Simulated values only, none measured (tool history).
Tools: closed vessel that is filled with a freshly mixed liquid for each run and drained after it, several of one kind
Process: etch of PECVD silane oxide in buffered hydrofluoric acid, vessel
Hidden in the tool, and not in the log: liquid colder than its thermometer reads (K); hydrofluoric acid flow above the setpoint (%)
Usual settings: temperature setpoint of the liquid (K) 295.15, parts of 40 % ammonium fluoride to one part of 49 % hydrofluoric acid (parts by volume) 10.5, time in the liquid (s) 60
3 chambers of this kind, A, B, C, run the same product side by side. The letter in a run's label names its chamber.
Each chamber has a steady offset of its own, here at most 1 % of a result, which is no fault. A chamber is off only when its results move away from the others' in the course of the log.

run   hour  temperature setpoint of the liquid (K)  parts of 40 % ammonium fluoride to one part of 49 % hydrofluoric acid (parts by volume)  time in the liquid (s)  hours since the thermometer was replaced  hours since the hydrofluoric acid flow meter was replaced  read-back film thickness of the PECVD silane oxide reference wafer, read on the same gauge (nm)  thickness taken off the PECVD silane oxide on a monitor wafer (angstrom)
 1A      5                                  295.15                                                                                     10.5                      60                                     414.2                                                      587.7                                                                                           109.99                                                                    796.65
 2C   11.5                                  295.15                                                                                     10.5                      60                                     739.6                                                      702.5                                                                                           110.02                                                                     799.5
 3B     15                                  295.15                                                                                     10.5                      60                                    2227.5                                                     1802.5                                                                                           110.02                                                                    809.04
 4C   20.4                                  295.15                                                                                     10.5                      60                                     748.5                                                      711.4                                                                                           109.97                                                                    802.21
 5B   24.9                                  295.15                                                                                        7                      40                                    2237.4                                                     1812.4                                                                                           110.01                                                                    793.66
 6A   28.5                                  295.15                                                                                        7                      40                                     437.7                                                      611.2                                                                                              110                                                                     790.2
 7B   35.3                                  295.15                                                                                        7                      40                                    2247.8                                                     1822.8                                                                                           110.02                                                                    797.74
 8C   39.3                                  295.15                                                                                     10.5                      60                                     767.4                                                      730.3                                                                                           109.98                                                                    799.33
        44  -- chamber B: hydrofluoric acid flow meter replaced
 9A   44.8                                  295.15                                                                                     10.5                      60                                       454                                                      627.5                                                                                           109.97                                                                    797.49
10C   49.6                                  291.15                                                                                     10.5                      60                                     777.7                                                      740.6                                                                                           109.98                                                                    640.46
11A   54.7                                  291.15                                                                                     10.5                      60                                     463.9                                                      637.4                                                                                           110.03                                                                     637.6
12B   61.2                                  291.15                                                                                     10.5                      60                                    2273.7                                                       17.2                                                                                           110.01                                                                    645.73
13A   65.3                                  295.15                                                                                     10.5                      60                                     474.5                                                        648                                                                                           110.01                                                                    796.38
14C   70.1                                  293.65                                                                                     10.5                      60                                     798.2                                                      761.1                                                                                           109.99                                                                     738.1
15B   73.4                                  293.65                                                                                     10.5                      60                                    2285.9                                                       29.4                                                                                           109.96                                                                    735.73
16A   79.5                                  293.65                                                                                     10.5                      60                                     488.7                                                      662.2                                                                                           110.01                                                                     737.7
17B   86.2                                  295.15                                                                                     10.5                      60                                    2298.7                                                       42.2                                                                                           110.02                                                                    809.26
      87.3  -- chamber A: hydrofluoric acid flow meter replaced
18C   89.9                                  295.15                                                                                     10.5                      60                                       818                                                      780.9                                                                                           109.99                                                                       804
19B   96.8                                  295.15                                                                                     10.5                      60                                    2309.3                                                       52.8                                                                                           110.03                                                                    805.69
20A    101                                  299.65                                                                                     10.5                      70                                     510.2                                                       13.8                                                                                           110.01                                                                    1200.5
21C  104.3                                  299.65                                                                                     10.5                      70                                     832.4                                                      795.3                                                                                              110                                                                    1186.4
22A  107.9                                  299.65                                                                                     10.5                      70                                     517.1                                                       20.7                                                                                           109.98                                                                    1207.4
23C  111.1                                  295.15                                                                                     10.5                      60                                     839.2                                                      802.1                                                                                           109.95                                                                    797.87
24B  116.9                                  295.15                                                                                     10.5                      60                                    2329.4                                                       72.9                                                                                           109.99                                                                    802.98
25B  122.9                                  295.15                                                                                     10.5                      60                                    2335.4                                                       78.9                                                                                           110.01                                                                    798.37
26C  128.8                                  300.15                                                                                     10.5                      60                                     856.9                                                      819.8                                                                                           110.01                                                                    1052.7
27A  132.8                                  300.15                                                                                     10.5                      60                                       542                                                       45.6                                                                                           109.99                                                                    1054.7
28A    136                                  300.15                                                                                     10.5                      60                                     545.2                                                       48.8                                                                                           110.03                                                                    1058.1
29B    140                                  295.15                                                                                     10.5                      60                                    2352.5                                                         96                                                                                           110.03                                                                    811.26
30C  147.1                                  295.15                                                                                     10.5                      60                                     875.2                                                      838.1                                                                                              110                                                                    800.82
31A  152.7                                  295.15                                                                                     10.5                      60                                     561.9                                                       65.5                                                                                           109.99                                                                    796.19

All 3 chambers run these settings next. Forecast each chamber's results:
32A  157.9                                  295.15                                                                                     12.5                      60                                                                                                                                                                                                                                                                               ?
32B  157.9                                  295.15                                                                                     12.5                      60                                                                                                                                                                                                                                                                               ?
32C  157.9                                  295.15                                                                                     12.5                      60                                                                                                                                                                                                                                                                               ?

run  thickness taken off the PECVD silane oxide on a monitor wafer (angstrom)
32A                                                                    673.88
32B                                                                    674.59
32C                                                                    681.78

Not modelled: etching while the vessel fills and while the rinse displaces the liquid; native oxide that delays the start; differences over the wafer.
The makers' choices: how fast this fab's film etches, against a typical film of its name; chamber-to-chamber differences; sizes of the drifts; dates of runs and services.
